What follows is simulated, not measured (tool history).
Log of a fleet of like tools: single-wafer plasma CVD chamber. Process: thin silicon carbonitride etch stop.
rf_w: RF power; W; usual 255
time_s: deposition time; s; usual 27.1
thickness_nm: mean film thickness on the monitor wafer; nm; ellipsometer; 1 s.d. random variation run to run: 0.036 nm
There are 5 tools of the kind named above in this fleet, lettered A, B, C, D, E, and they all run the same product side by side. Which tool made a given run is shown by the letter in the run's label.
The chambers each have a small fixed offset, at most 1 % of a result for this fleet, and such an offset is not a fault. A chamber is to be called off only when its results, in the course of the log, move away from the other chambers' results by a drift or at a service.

| run | day | rf_w | time_s | hours since the last thermocouple change | hours since the last RF generator calibration | read-back reference wafer on the same gauge, thickness_nm | thickness_nm |
|---|---|---|---|---|---|---|---|
| 1B | 0.3 | 255 | 27.1 | 1539.6 | 1279.7 | 15.194 | 16.484 |
| 2C | 0.667 | 255 | 27.1 | 1817.1 | 210.2 | 15.195 | 16.599 |
| 3D | 1.25 | 255 | 27.1 | 183.5 | 275.3 | 15.204 | 16.469 |
| 4A | 1.708 | 255 | 27.1 | 1692.8 | 885.2 | 15.194 | 16.666 |
| 5E | 2.196 | 255 | 27.1 | 69.1 | 774 | 15.195 | 16.641 |
| 6D | 2.762 | 285 | 27.1 | 219.8 | 311.6 | 15.2 | 17.017 |
| 7C | 3.354 | 285 | 27.1 | 1881.6 | 274.7 | 15.199 | 17.201 |
| 8E | 3.767 | 285 | 27.1 | 106.8 | 811.7 | 15.205 | 17.142 |
| 9A | 4.092 | 285 | 27.1 | 1750 | 942.4 | 15.196 | 17.285 |
| 10B | 4.442 | 285 | 27.1 | 1639 | 1379.1 | 15.2 | 17.026 |
| 11E | 4.862 | 255 | 27.1 | 133.1 | 838 | 15.195 | 16.648 |
| 12D | 5.221 | 255 | 27.1 | 278.8 | 370.6 | 15.202 | 16.428 |
| 13A | 5.788 | 255 | 27.1 | 1790.7 | 983.1 | 15.201 | 16.627 |
| 14C | 6.267 | 255 | 27.1 | 1951.5 | 344.6 | 15.194 | 16.636 |
|  | 6.683 | chamber B: RF generator calibrated |
| 15B | 6.767 | 255 | 27.1 | 1694.8 | 2.1 | 15.203 | 16.48 |
| 16B | 7.35 | 255 | 27.1 | 1708.8 | 16.1 | 15.197 | 16.458 |
| 17D | 7.671 | 255 | 27.1 | 337.6 | 429.4 | 15.205 | 16.453 |
| 18A | 8.029 | 255 | 27.1 | 1844.5 | 1036.9 | 15.21 | 16.578 |
| 19C | 8.412 | 255 | 27.1 | 2003 | 396.1 | 15.202 | 16.614 |
| 20E | 8.754 | 255 | 27.1 | 226.5 | 931.4 | 15.191 | 16.507 |
| 21B | 9.275 | 255 | 27.1 | 1755 | 62.3 | 15.208 | 16.516 |
| 22C | 9.604 | 255 | 27.1 | 2031.6 | 424.7 | 15.203 | 16.608 |
| 23E | 10.108 | 255 | 27.1 | 259 | 963.9 | 15.201 | 16.472 |
| 24D | 10.512 | 255 | 27.1 | 405.8 | 497.6 | 15.204 | 16.485 |
| 25A | 10.992 | 255 | 27.1 | 1915.6 | 1108 | 15.195 | 16.588 |
| 26C | 11.421 | 255 | 27.1 | 2075.2 | 468.3 | 15.196 | 16.695 |
| 27A | 11.808 | 255 | 27.1 | 1935.2 | 1127.6 | 15.199 | 16.646 |
| 28E | 12.088 | 255 | 27.1 | 306.5 | 1011.4 | 15.205 | 16.374 |
| 29D | 12.517 | 255 | 27.1 | 453.9 | 545.7 | 15.195 | 16.462 |
| 30B | 13.021 | 255 | 27.1 | 1844.9 | 152.2 | 15.207 | 16.414 |
| 31B | 13.579 | 255 | 27.1 | 1858.3 | 165.6 | 15.201 | 16.501 |
| 32E | 14.012 | 255 | 27.1 | 352.7 | 1057.6 | 15.201 | 16.391 |
| 33C | 14.35 | 255 | 27.1 | 2145.5 | 538.6 | 15.205 | 16.68 |
| 34D | 14.65 | 255 | 27.1 | 505.1 | 596.9 | 15.197 | 16.478 |
| 35A | 15.058 | 255 | 27.1 | 2013.2 | 1205.6 | 15.202 | 16.78 |
| 36D | 15.542 | 255 | 27.1 | 526.5 | 618.3 | 15.2 | 16.425 |
| 37A | 16.054 | 255 | 27.1 | 2037.1 | 1229.5 | 15.194 | 16.701 |
| 38B | 16.558 | 255 | 27.1 | 1929.8 | 237.1 | 15.201 | 16.526 |
| 39C | 16.942 | 255 | 27.1 | 2207.7 | 600.8 | 15.204 | 16.56 |

Read the log: is a single chamber off, either drifting away or since a service, is the gauge that measures every chamber drifting, or is nothing wrong beyond small per-chamber offsets? Name any odd chamber and what most likely caused it.

Chamber E drifts away from the others.
Most likely cause: delivered RF power below the setpoint (%) = 7.26.

Here are 4 candidates for chamber E's next run, each the usual settings with a change, their results left as question marks. Which one brings its results back in line with what the others give on the usual settings?
Counts as in line when no further than this from what the other chambers average on the usual settings: thickness_nm 0.13 nm
| 40E-1 | 17.367 | 255 | 27.5 |  |  |  | ? |
| 40E-2 | 17.367 | 255 | 27.2 |  |  |  | ? |
| 40E-3 | 17.367 | 250 | 27.1 |  |  |  | ? |
| 40E-4 | 17.367 | 255 | 26.7 |  |  |  | ? |

On the usual settings, the other chambers give on average: thickness_nm 16.563 nm
| run | thickness_nm |
|---|---|
| 40E-1 | 16.533 |
| 40E-2 | 16.353 |
| 40E-3 | 16.198 |
| 40E-4 | 16.052 |
40E-1 puts the chamber back in line with the other chambers.
